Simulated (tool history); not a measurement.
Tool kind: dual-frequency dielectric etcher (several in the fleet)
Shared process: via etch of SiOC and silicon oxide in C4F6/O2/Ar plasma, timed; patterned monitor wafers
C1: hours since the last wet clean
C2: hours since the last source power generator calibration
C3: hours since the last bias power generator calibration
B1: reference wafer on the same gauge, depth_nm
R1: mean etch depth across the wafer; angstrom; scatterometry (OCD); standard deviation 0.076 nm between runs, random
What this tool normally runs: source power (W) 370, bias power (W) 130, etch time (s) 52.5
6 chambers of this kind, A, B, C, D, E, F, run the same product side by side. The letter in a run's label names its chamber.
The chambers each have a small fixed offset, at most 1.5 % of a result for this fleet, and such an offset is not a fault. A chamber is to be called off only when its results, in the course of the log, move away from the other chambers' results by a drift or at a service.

Run 1F, hour 6.0: usual settings; C1 301.6; C2 1527.3; C3 3398.2; B1 61.872. Result: R1 512.87 angstrom.
Run 2A, hour 12.1: usual settings; C1 248.9; C2 1061.3; C3 928.2; B1 61.866. Result: R1 521.89 angstrom.
Run 3D, hour 17.4: usual settings; C1 44.0; C2 141.8; C3 2479.4; B1 61.892. Result: R1 515.16 angstrom.
Run 4E, hour 26.6: usual settings; C1 244.1; C2 1951.1; C3 2633.8; B1 61.885. Result: R1 515.56 angstrom.
Run 5C, hour 37.2: usual settings; C1 59.9; C2 352.8; C3 3658.3; B1 61.844. Result: R1 515.67 angstrom.
Run 6B, hour 48.3: usual settings; C1 167.0; C2 990.4; C3 1665.1; B1 61.839. Result: R1 515.69 angstrom.
Run 7B, hour 56.8: usual settings; C1 175.5; C2 998.9; C3 1673.6; B1 61.815. Result: R1 517.59 angstrom.
Run 8F, hour 63.2: usual settings; C1 358.8; C2 1584.5; C3 3455.4; B1 61.817. Result: R1 513.00 angstrom.
Run 9C, hour 68.4: usual settings; C1 91.1; C2 384.0; C3 3689.5; B1 61.819. Result: R1 514.60 angstrom.
Run 10E, hour 77.5: usual settings but bias power (W) 145, etch time (s) 63.5; C1 295.0; C2 2002.0; C3 2684.7; B1 61.812. Result: R1 645.00 angstrom.
Run 11A, hour 83.4: usual settings but bias power (W) 145, etch time (s) 63.5; C1 320.2; C2 1132.6; C3 999.5; B1 61.787. Result: R1 652.26 angstrom.
Run 12D, hour 89.0: usual settings but bias power (W) 145, etch time (s) 63.5; C1 115.6; C2 213.4; C3 2551.0; B1 61.799. Result: R1 645.71 angstrom.
Run 13C, hour 94.6: usual settings but bias power (W) 145, etch time (s) 63.5; C1 117.3; C2 410.2; C3 3715.7; B1 61.812. Result: R1 643.01 angstrom.
Run 14F, hour 106.0: usual settings but bias power (W) 145, etch time (s) 63.5; C1 401.6; C2 1627.3; C3 3498.2; B1 61.785. Result: R1 641.57 angstrom.
Run 15B, hour 112.5: usual settings but bias power (W) 145, etch time (s) 63.5; C1 231.2; C2 1054.6; C3 1729.3; B1 61.774. Result: R1 646.58 angstrom.
Run 16E, hour 123.3: usual settings; C1 340.8; C2 2047.8; C3 2730.5; B1 61.739. Result: R1 514.03 angstrom.
Run 17D, hour 131.8: usual settings but bias power (W) 112, etch time (s) 42.5; C1 158.4; C2 256.2; C3 2593.8; B1 61.760. Result: R1 397.89 angstrom.
Run 18A, hour 138.6: usual settings but bias power (W) 112, etch time (s) 42.5; C1 375.4; C2 1187.8; C3 1054.7; B1 61.741. Result: R1 402.47 angstrom.
Run 19F, hour 148.4: usual settings but bias power (W) 112, etch time (s) 42.5; C1 444.0; C2 1669.7; C3 3540.6; B1 61.736. Result: R1 397.02 angstrom.
Run 20C, hour 154.5: usual settings but bias power (W) 112, etch time (s) 42.5; C1 177.2; C2 470.1; C3 3775.6; B1 61.713. Result: R1 398.24 angstrom.
Run 21B, hour 165.1: usual settings but bias power (W) 112, etch time (s) 42.5; C1 283.8; C2 1107.2; C3 1781.9; B1 61.699. Result: R1 399.50 angstrom.
Run 22E, hour 171.6: usual settings but bias power (W) 112, etch time (s) 42.5; C1 389.1; C2 2096.1; C3 2778.8; B1 61.706. Result: R1 397.88 angstrom.
Run 23A, hour 180.0: usual settings but source power (W) 300; C1 416.8; C2 1229.2; C3 1096.1; B1 61.696. Result: R1 479.90 angstrom.
Run 24D, hour 186.0: usual settings but source power (W) 300; C1 212.6; C2 310.4; C3 2648.0; B1 61.679. Result: R1 473.00 angstrom.
Run 25D, hour 197.0: usual settings but source power (W) 300; C1 223.6; C2 321.4; C3 2659.0; B1 61.690. Result: R1 474.61 angstrom.
Run 26E, hour 205.9: usual settings but source power (W) 300; C1 423.4; C2 2130.4; C3 2813.1; B1 61.668. Result: R1 472.69 angstrom.
At hour 212.1: chamber A: wet clean of the chamber.
Run 27C, hour 213.3: usual settings but source power (W) 300; C1 236.0; C2 528.9; C3 3834.4; B1 61.656. Result: R1 472.21 angstrom.
Run 28A, hour 220.4: usual settings but source power (W) 300; C1 8.4; C2 1269.6; C3 1136.5; B1 61.657. Result: R1 480.46 angstrom.
Run 29F, hour 227.5: usual settings but source power (W) 320, bias power (W) 119; C1 523.1; C2 1748.8; C3 3619.7; B1 61.640. Result: R1 470.99 angstrom.
At hour 236.1: chamber F: wet clean of the chamber.
Run 30B, hour 238.2: usual settings but source power (W) 320, bias power (W) 119; C1 356.9; C2 1180.3; C3 1855.0; B1 61.632. Result: R1 474.88 angstrom.
Run 31F, hour 249.7: usual settings but source power (W) 320, bias power (W) 119; C1 13.7; C2 1771.0; C3 3641.9; B1 61.630. Result: R1 470.28 angstrom.
Run 32D, hour 255.5: usual settings but source power (W) 320, bias power (W) 119; C1 282.1; C2 379.9; C3 2717.5; B1 61.613. Result: R1 472.82 angstrom.
Run 33A, hour 261.4: usual settings but source power (W) 320, bias power (W) 119; C1 49.4; C2 1310.6; C3 1177.5; B1 61.616. Result: R1 478.55 angstrom.
Run 34C, hour 270.2: usual settings but source power (W) 320, bias power (W) 119; C1 292.9; C2 585.8; C3 3891.3; B1 61.586. Result: R1 472.61 angstrom.
Run 35E, hour 280.0: usual settings; C1 497.5; C2 2204.5; C3 2887.2; B1 61.584. Result: R1 513.29 angstrom.
Run 36B, hour 291.0: usual settings; C1 409.7; C2 1233.1; C3 1907.8; B1 61.578. Result: R1 514.29 angstrom.
Run 37D, hour 298.0: usual settings; C1 324.6; C2 422.4; C3 2760.0; B1 61.545. Result: R1 513.47 angstrom.
Run 38E, hour 304.7: usual settings but bias power (W) 114, etch time (s) 45.0; C1 522.2; C2 2229.2; C3 2911.9; B1 61.588. Result: R1 422.20 angstrom.
Run 39F, hour 310.1: usual settings but bias power (W) 114, etch time (s) 45.0; C1 74.1; C2 1831.4; C3 3702.3; B1 61.556. Result: R1 421.54 angstrom.
Run 40A, hour 318.0: usual settings but bias power (W) 114, etch time (s) 45.0; C1 106.0; C2 1367.2; C3 1234.1; B1 61.532. Result: R1 427.01 angstrom.

Each of the 6 chambers runs these same settings next. Fill in every chamber's results:
Run 41A, hour 326.7: usual settings. Result: R1 ?.
Run 41B, hour 326.7: usual settings. Result: R1 ?.
Run 41C, hour 326.7: usual settings. Result: R1 ?.
Run 41D, hour 326.7: usual settings. Result: R1 ?.
Run 41E, hour 326.7: usual settings. Result: R1 ?.
Run 41F, hour 326.7: usual settings. Result: R1 ?.

run      R1
41A  518.10
41B  515.00
41C  512.41
41D  511.99
41E  513.65
41F  511.65

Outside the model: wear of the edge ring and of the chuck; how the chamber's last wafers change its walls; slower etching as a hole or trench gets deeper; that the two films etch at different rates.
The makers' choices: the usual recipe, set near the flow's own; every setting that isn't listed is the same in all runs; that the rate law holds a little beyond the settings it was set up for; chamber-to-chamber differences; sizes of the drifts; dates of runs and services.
